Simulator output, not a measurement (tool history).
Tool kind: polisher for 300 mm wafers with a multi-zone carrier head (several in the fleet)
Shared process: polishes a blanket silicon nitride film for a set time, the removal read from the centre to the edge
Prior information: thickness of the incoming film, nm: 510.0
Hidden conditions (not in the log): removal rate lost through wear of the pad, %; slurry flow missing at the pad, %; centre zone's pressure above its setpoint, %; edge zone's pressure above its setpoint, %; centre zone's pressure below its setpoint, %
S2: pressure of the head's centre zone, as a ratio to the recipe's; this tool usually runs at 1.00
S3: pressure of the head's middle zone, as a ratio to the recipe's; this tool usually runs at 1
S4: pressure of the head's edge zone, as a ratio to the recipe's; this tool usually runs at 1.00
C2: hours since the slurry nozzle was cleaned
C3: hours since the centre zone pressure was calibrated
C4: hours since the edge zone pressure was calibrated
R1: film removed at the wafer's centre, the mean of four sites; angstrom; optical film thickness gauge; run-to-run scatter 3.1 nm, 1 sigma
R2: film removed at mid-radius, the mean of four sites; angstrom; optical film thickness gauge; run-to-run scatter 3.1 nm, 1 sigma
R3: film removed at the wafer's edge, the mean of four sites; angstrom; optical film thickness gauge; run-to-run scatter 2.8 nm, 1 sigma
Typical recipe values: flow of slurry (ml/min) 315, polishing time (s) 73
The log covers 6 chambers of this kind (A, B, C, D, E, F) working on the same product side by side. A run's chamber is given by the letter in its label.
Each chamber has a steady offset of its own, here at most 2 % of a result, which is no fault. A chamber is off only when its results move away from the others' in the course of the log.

run 1D hour=2.4 | flow_of_slurry_(ml/min)=315 S2=1.00 S3=1 S4=1.00 polishing_time_(s)=73 | wafers_polished_on_this_pad=426 C2=386.1 C3=226.7 C4=75.6 | R1=2128.4 R2=2099.4 R3=2095.3
run 2B hour=7.6 | flow_of_slurry_(ml/min)=315 S2=1.00 S3=1 S4=1.00 polishing_time_(s)=73 | wafers_polished_on_this_pad=576 C2=59.6 C3=419.7 C4=1233.7 | R1=2101.2 R2=2105.5 R3=2101.6
run 3A hour=12.4 | flow_of_slurry_(ml/min)=315 S2=1.00 S3=1 S4=1.00 polishing_time_(s)=73 | wafers_polished_on_this_pad=355 C2=77.5 C3=383.8 C4=308.9 | R1=2117.5 R2=2128.1 R3=2058.4
run 4F hour=17.9 | flow_of_slurry_(ml/min)=315 S2=1.00 S3=1 S4=1.00 polishing_time_(s)=73 | wafers_polished_on_this_pad=809 C2=298.8 C3=147.8 C4=194.4 | R1=2078.1 R2=2079.8 R3=2065.8
run 5C hour=20.9 | flow_of_slurry_(ml/min)=315 S2=1.00 S3=1 S4=1.00 polishing_time_(s)=73 | wafers_polished_on_this_pad=614 C2=412.1 C3=178.5 C4=1168.4 | R1=2122.5 R2=2143.1 R3=2172.3
run 6E hour=23.3 | flow_of_slurry_(ml/min)=315 S2=1.00 S3=1 S4=1.00 polishing_time_(s)=73 | wafers_polished_on_this_pad=602 C2=258.8 C3=275.1 C4=342.2 | R1=2113.0 R2=2116.0 R3=2094.5
-- hour=24.8 chamber C: slurry nozzle cleaned
run 7B hour=26.0 | flow_of_slurry_(ml/min)=315 S2=1.00 S3=1 S4=1.00 polishing_time_(s)=73 | wafers_polished_on_this_pad=843 C2=78.0 C3=438.1 C4=1252.1 | R1=2105.2 R2=2079.1 R3=2062.7
-- hour=27.7 chamber F: worn pad replaced by a new one
run 8A hour=29.7 | flow_of_slurry_(ml/min)=315 S2=1.00 S3=1 S4=1.00 polishing_time_(s)=73 | wafers_polished_on_this_pad=606 C2=94.8 C3=401.1 C4=326.2 | R1=2106.5 R2=2188.5 R3=2114.0
-- hour=30.3 chamber B: edge zone pressure recalibrated
run 9D hour=34.9 | flow_of_slurry_(ml/min)=315 S2=1.00 S3=1 S4=1.00 polishing_time_(s)=73 | wafers_polished_on_this_pad=897 C2=418.6 C3=259.2 C4=108.1 | R1=2098.7 R2=2126.0 R3=2056.4
-- hour=36.3 chamber B: worn pad replaced by a new one
run 10C hour=37.5 | flow_of_slurry_(ml/min)=315 S2=1.00 S3=1 S4=1.00 polishing_time_(s)=73 | wafers_polished_on_this_pad=855 C2=12.7 C3=195.1 C4=1185.0 | R1=2090.9 R2=2051.6 R3=2102.0
run 11F hour=40.0 | flow_of_slurry_(ml/min)=350 S2=1.00 S3=1 S4=1.00 polishing_time_(s)=73 | wafers_polished_on_this_pad=179 C2=320.9 C3=169.9 C4=216.5 | R1=2075.8 R2=2044.6 R3=2089.4
-- hour=43.2 chamber A: worn pad replaced by a new one
run 12E hour=45.1 | flow_of_slurry_(ml/min)=350 S2=1.00 S3=1 S4=1.00 polishing_time_(s)=73 | wafers_polished_on_this_pad=918 C2=280.6 C3=296.9 C4=364.0 | R1=2140.1 R2=2139.6 R3=2167.7
-- hour=48.9 chamber E: worn pad replaced by a new one
run 13D hour=50.5 | flow_of_slurry_(ml/min)=350 S2=1.00 S3=1 S4=1.00 polishing_time_(s)=73 | wafers_polished_on_this_pad=1123 C2=434.2 C3=274.8 C4=123.7 | R1=2181.7 R2=2093.2 R3=2134.8
run 14C hour=54.4 | flow_of_slurry_(ml/min)=350 S2=1.00 S3=1 S4=1.00 polishing_time_(s)=73 | wafers_polished_on_this_pad=1100 C2=29.6 C3=212.0 C4=1201.9 | R1=2191.2 R2=2148.2 R3=2108.5
run 15F hour=58.5 | flow_of_slurry_(ml/min)=350 S2=1.00 S3=1 S4=1.00 polishing_time_(s)=73 | wafers_polished_on_this_pad=448 C2=339.4 C3=188.4 C4=235.0 | R1=2066.2 R2=2053.5 R3=2124.6
run 16A hour=63.4 | flow_of_slurry_(ml/min)=350 S2=1.00 S3=1 S4=1.00 polishing_time_(s)=73 | wafers_polished_on_this_pad=293 C2=128.5 C3=434.8 C4=359.9 | R1=2060.8 R2=2173.2 R3=2169.3
-- hour=67.1 chamber C: worn pad replaced by a new one
run 17E hour=68.3 | flow_of_slurry_(ml/min)=315 S2=1.09 S3=1 S4=1.12 polishing_time_(s)=73 | wafers_polished_on_this_pad=281 C2=303.8 C3=320.1 C4=387.2 | R1=2344.2 R2=2110.6 R3=2230.0
run 18B hour=73.6 | flow_of_slurry_(ml/min)=315 S2=1.09 S3=1 S4=1.12 polishing_time_(s)=73 | wafers_polished_on_this_pad=542 C2=125.6 C3=485.7 C4=43.3 | R1=2308.5 R2=2057.6 R3=2198.0
-- hour=76.3 chamber D: worn pad replaced by a new one
run 19D hour=77.0 | flow_of_slurry_(ml/min)=315 S2=1.09 S3=1 S4=1.12 polishing_time_(s)=73 | wafers_polished_on_this_pad=10 C2=460.7 C3=301.3 C4=150.2 | R1=2317.8 R2=2067.1 R3=2219.4
-- hour=78.9 chamber F: worn pad replaced by a new one
run 20E hour=81.6 | flow_of_slurry_(ml/min)=315 S2=1.09 S3=1 S4=1.12 polishing_time_(s)=73 | wafers_polished_on_this_pad=474 C2=317.1 C3=333.4 C4=400.5 | R1=2387.5 R2=2187.8 R3=2284.7
run 21F hour=84.8 | flow_of_slurry_(ml/min)=315 S2=1.09 S3=1 S4=1.12 polishing_time_(s)=73 | wafers_polished_on_this_pad=86 C2=365.7 C3=214.7 C4=261.3 | R1=2257.1 R2=2070.6 R3=2173.6
run 22A hour=89.4 | flow_of_slurry_(ml/min)=315 S2=1.09 S3=1 S4=1.12 polishing_time_(s)=73 | wafers_polished_on_this_pad=670 C2=154.5 C3=460.8 C4=385.9 | R1=2265.4 R2=2079.2 R3=2215.5
-- hour=89.5 chamber A: worn pad replaced by a new one
run 23B hour=94.8 | flow_of_slurry_(ml/min)=315 S2=1.00 S3=1 S4=1.00 polishing_time_(s)=73 | wafers_polished_on_this_pad=850 C2=146.8 C3=506.9 C4=64.5 | R1=2060.1 R2=2161.5 R3=2038.3
run 24C hour=99.1 | flow_of_slurry_(ml/min)=315 S2=1.00 S3=1 S4=1.00 polishing_time_(s)=73 | wafers_polished_on_this_pad=465 C2=74.3 C3=256.7 C4=1246.6 | R1=2065.2 R2=2157.7 R3=2153.7
run 25D hour=101.4 | flow_of_slurry_(ml/min)=315 S2=1.00 S3=1 S4=1.00 polishing_time_(s)=73 | wafers_polished_on_this_pad=364 C2=485.1 C3=325.7 C4=174.6 | R1=2083.6 R2=2123.9 R3=2093.6
-- hour=102.6 chamber B: worn pad replaced by a new one
run 26E hour=104.6 | flow_of_slurry_(ml/min)=315 S2=1.00 S3=1 S4=1.00 polishing_time_(s)=73 | wafers_polished_on_this_pad=808 C2=340.1 C3=356.4 C4=423.5 | R1=2130.5 R2=2170.3 R3=2141.9
run 27B hour=108.7 | flow_of_slurry_(ml/min)=255 S2=1.00 S3=1 S4=1.11 polishing_time_(s)=73 | wafers_polished_on_this_pad=88 C2=160.7 C3=520.8 C4=78.4 | R1=2053.1 R2=2047.4 R3=2199.5
run 28F hour=111.7 | flow_of_slurry_(ml/min)=255 S2=1.00 S3=1 S4=1.11 polishing_time_(s)=73 | wafers_polished_on_this_pad=476 C2=392.6 C3=241.6 C4=288.2 | R1=1956.2 R2=2042.6 R3=2094.8
run 29A hour=115.5 | flow_of_slurry_(ml/min)=255 S2=1.00 S3=1 S4=1.11 polishing_time_(s)=73 | wafers_polished_on_this_pad=377 C2=180.6 C3=486.9 C4=412.0 | R1=2041.5 R2=2069.3 R3=2161.9
run 30C hour=120.9 | flow_of_slurry_(ml/min)=255 S2=1.00 S3=1 S4=1.11 polishing_time_(s)=73 | wafers_polished_on_this_pad=781 C2=96.1 C3=278.5 C4=1268.4 | R1=2054.7 R2=2002.6 R3=2188.9
-- hour=121.8 chamber E: worn pad replaced by a new one
run 31A hour=125.5 | flow_of_slurry_(ml/min)=255 S2=1.00 S3=1 S4=1.11 polishing_time_(s)=73 | wafers_polished_on_this_pad=522 C2=190.6 C3=496.9 C4=422.0 | R1=2088.0 R2=2067.9 R3=2236.0
run 32E hour=128.4 | flow_of_slurry_(ml/min)=255 S2=1.00 S3=1 S4=1.11 polishing_time_(s)=73 | wafers_polished_on_this_pad=96 C2=363.9 C3=380.2 C4=447.3 | R1=2069.0 R2=2064.6 R3=2170.7
run 33C hour=131.5 | flow_of_slurry_(ml/min)=315 S2=1.00 S3=1 S4=1.00 polishing_time_(s)=73 | wafers_polished_on_this_pad=935 C2=106.7 C3=289.1 C4=1279.0 | R1=2080.1 R2=2136.0 R3=2101.9
-- hour=132.5 chamber F: worn pad replaced by a new one
run 34F hour=134.3 | flow_of_slurry_(ml/min)=315 S2=1.00 S3=1 S4=1.00 polishing_time_(s)=73 | wafers_polished_on_this_pad=26 C2=415.2 C3=264.2 C4=310.8 | R1=1978.9 R2=2090.9 R3=2094.5
run 35D hour=137.4 | flow_of_slurry_(ml/min)=315 S2=1.00 S3=1 S4=1.00 polishing_time_(s)=73 | wafers_polished_on_this_pad=886 C2=521.1 C3=361.7 C4=210.6 | R1=2137.1 R2=2089.6 R3=2036.9
run 36B hour=140.2 | flow_of_slurry_(ml/min)=315 S2=1.00 S3=1 S4=1.00 polishing_time_(s)=73 | wafers_polished_on_this_pad=545 C2=192.2 C3=552.3 C4=109.9 | R1=2106.9 R2=2108.5 R3=2070.1
-- hour=140.9 chamber A: worn pad replaced by a new one
run 37C hour=143.3 | flow_of_slurry_(ml/min)=315 S2=0.96 S3=1 S4=1.00 polishing_time_(s)=97 | wafers_polished_on_this_pad=1106 C2=118.5 C3=300.9 C4=1290.8 | R1=2652.7 R2=2694.4 R3=2754.0
run 38D hour=145.8 | flow_of_slurry_(ml/min)=315 S2=0.96 S3=1 S4=1.00 polishing_time_(s)=97 | wafers_polished_on_this_pad=1008 C2=529.5 C3=370.1 C4=219.0 | R1=2725.1 R2=2768.0 R3=2767.8
run 39B hour=149.6 | flow_of_slurry_(ml/min)=315 S2=0.96 S3=1 S4=1.00 polishing_time_(s)=97 | wafers_polished_on_this_pad=681 C2=201.6 C3=561.7 C4=119.3 | R1=2737.3 R2=2777.6 R3=2744.8
run 40A hour=152.2 | flow_of_slurry_(ml/min)=315 S2=0.96 S3=1 S4=1.00 polishing_time_(s)=97 | wafers_polished_on_this_pad=165 C2=217.3 C3=523.6 C4=448.7 | R1=2617.7 R2=2797.0 R3=2818.9

Is one chamber out of step, is the gauge drifting, or do the chambers differ by no more than their own small offsets? For an off chamber, give its letter and the likeliest cause.

Little by little, chamber F moves away from the other chambers.
Cause: centre zone's pressure below its setpoint, % = 7.15.

Here are 4 candidates for chamber F's next run, each the usual settings with a change, their results left as question marks. Which one brings its results back in line with what the others give on the usual settings?
A result is in line if it is within this distance of the other chambers' mean on the usual settings: R1 110.0 angstrom; R2 110.0 angstrom; R3 97.0 angstrom
run 41F-1 hour=156.1 | flow_of_slurry_(ml/min)=305 S2=0.86 S3=1.03 S4=1.05 polishing_time_(s)=70 | R1=? R2=? R3=?
run 41F-2 hour=156.1 | flow_of_slurry_(ml/min)=325 S2=1.14 S3=0.97 S4=0.95 polishing_time_(s)=76 | R1=? R2=? R3=?
run 41F-3 hour=156.1 | flow_of_slurry_(ml/min)=320 S2=1.06 S3=0.99 S4=0.98 polishing_time_(s)=74 | R1=? R2=? R3=?
run 41F-4 hour=156.1 | flow_of_slurry_(ml/min)=310 S2=0.94 S3=1.01 S4=1.02 polishing_time_(s)=72 | R1=? R2=? R3=?

Usual-settings mean across the other chambers: R1 2105.2 angstrom; R2 2104.1 angstrom; R3 2100.3 angstrom
run=41F-1 R1=1552.4 R2=2048.9 R3=2058.1
run=41F-2 R1=2306.3 R2=2118.4 R3=2134.2
run=41F-3 R1=2072.8 R2=2098.5 R3=2108.1
run=41F-4 R1=1763.6 R2=2073.2 R3=2088.2
The right change is 41F-3: it brings the chamber back within the allowed miss of the others.
